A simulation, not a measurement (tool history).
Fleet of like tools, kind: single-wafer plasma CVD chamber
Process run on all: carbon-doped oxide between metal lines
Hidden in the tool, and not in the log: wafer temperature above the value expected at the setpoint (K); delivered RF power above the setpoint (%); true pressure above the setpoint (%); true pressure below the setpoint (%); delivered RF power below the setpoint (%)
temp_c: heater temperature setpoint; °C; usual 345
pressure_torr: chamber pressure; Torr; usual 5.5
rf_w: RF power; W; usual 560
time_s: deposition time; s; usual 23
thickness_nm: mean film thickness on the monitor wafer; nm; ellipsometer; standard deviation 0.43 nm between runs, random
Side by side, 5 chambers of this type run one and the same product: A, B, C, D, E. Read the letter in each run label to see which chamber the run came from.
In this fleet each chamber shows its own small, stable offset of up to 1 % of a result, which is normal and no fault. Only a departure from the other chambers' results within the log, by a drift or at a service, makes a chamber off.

run	day	temp_c	pressure_torr	rf_w	time_s	hours since the last thermocouple change	hours since the last RF generator calibration	hours since the last manometer calibration	read-back reference wafer on the same gauge, thickness_nm	thickness_nm
1E	0.354	345	5.5	560	23	2505.3	702.1	383.7	133.99	131.56
2B	0.792	345	5.5	560	23	217.7	209.7	1577.6	134.06	130.18
3C	1.333	345	5.5	560	23	969	892.9	459.3	133.97	129.27
4D	1.808	345	5.5	560	23	1601.3	536.4	339.6	133.89	130.7
5A	2.329	345	5.5	660	23	686	1257.2	929.2	133.99	143.59
6D	2.85	345	5.5	660	23	1626.3	561.4	364.6	133.97	144.81
# day 2.967: chamber E: thermocouple changed; heater temperature recalibrated
7B	3.192	345	5.5	660	23	275.3	267.3	1635.2	133.97	143.35
8E	3.592	345	5.5	660	23	15.1	779.8	461.4	134	144.2
9A	4.038	345	5.5	660	23	727	1298.2	970.2	133.98	143.77
10C	4.554	345	5.5	560	23	1046.3	970.2	536.6	133.96	129.89
11E	4.938	345	5.5	560	23	47.4	812.1	493.7	133.98	129.42
12A	5.367	345	5.5	560	23	758.9	1330.1	1002.1	134	129.96
13C	5.758	345	5.5	560	23	1075.2	999.1	565.5	133.99	128.7
14B	6.117	345	5.5	560	23	345.5	337.5	1705.4	133.97	130.23
15D	6.55	345	5.5	560	23	1715.1	650.2	453.4	133.86	130.16
16E	6.933	333	5.5	625	23	95.3	860	541.6	134.03	142.45
17A	7.367	333	5.5	625	23	806.9	1378.1	1050.1	134.06	144.72
18D	7.817	333	5.5	625	23	1745.5	680.6	483.8	134.08	145.42
19B	8.108	333	5.5	625	23	393.3	385.3	1753.2	134.03	144.19
# day 8.429: chamber C: thermocouple changed; heater temperature recalibrated
20C	8.646	333	5.5	625	23	5.3	1068.4	634.8	133.96	143.96
21E	9.25	345	5.5	655	23	150.9	915.6	597.2	134.03	140.71
22B	9.65	345	5.5	655	23	430.3	422.3	1790.2	133.91	142.79
23C	10.088	345	5.5	655	23	39.9	1103	669.4	133.94	142.52
24D	10.517	345	5.5	655	23	1810.3	745.4	548.6	133.9	143.84
25A	10.908	345	5.5	655	23	891.9	1463.1	1135.1	133.93	144.51
26E	11.358	345	5.5	560	21.6	201.5	966.2	647.8	134.02	119.67
27A	11.692	345	5.5	560	21.6	910.7	1481.9	1153.9	133.88	122.71
28C	12.188	345	5.5	560	21.6	90.3	1153.4	719.8	134.07	121.61
29D	12.579	345	5.5	560	21.6	1859.8	794.9	598.1	133.95	121.64
30B	13.062	345	5.5	560	21.6	512.2	504.2	1872.1	133.9	122.19
31B	13.462	345	5.5	560	23	521.8	513.8	1881.7	134.03	130.06
32D	13.85	345	5.5	560	23	1890.3	825.4	628.6	134.08	131.55
33A	14.296	345	5.5	560	23	973.2	1544.4	1216.4	134.03	129.8
34C	14.692	345	5.5	560	23	150.4	1213.5	779.9	134	129.49
35E	15.183	345	5.5	560	23	293.3	1058	739.6	133.89	125.37
36A	15.738	345	5.5	560	23	1007.8	1579	1251	133.94	130.11
37E	16.117	354	5.93	560	23	315.7	1080.4	762	134.11	122.72

What goes on in this fleet: one chamber off, a drifting gauge, or nothing beyond the chambers' own small offsets? Name the chamber and the cause, if any.

One chamber, E, drifts off from the rest bit by bit.
Likeliest cause: delivered RF power below the setpoint (%) = 7.27.

Which of the 4 candidates below, each the usual settings with something changed and its results left as question marks, puts chamber E back in line with what the other chambers give on the usual settings?
Allowed miss from the other chambers' usual-settings mean, per result, to count as in line: thickness_nm 1.5 nm
38E-1	16.562	345	5.5	555	22.8					?
38E-2	16.562	345	5.53	570	23.6					?
38E-3	16.562	346	5.5	560	22.1					?
38E-4	16.562	345	5.51	565	23.2					?

The other chambers' mean on the usual settings: thickness_nm 129.96 nm
run	thickness_nm
38E-1	123.08
38E-2	129.58
38E-3	119.69
38E-4	126.65
38E-2 is the one that brings the chamber's results back in line with the other chambers.
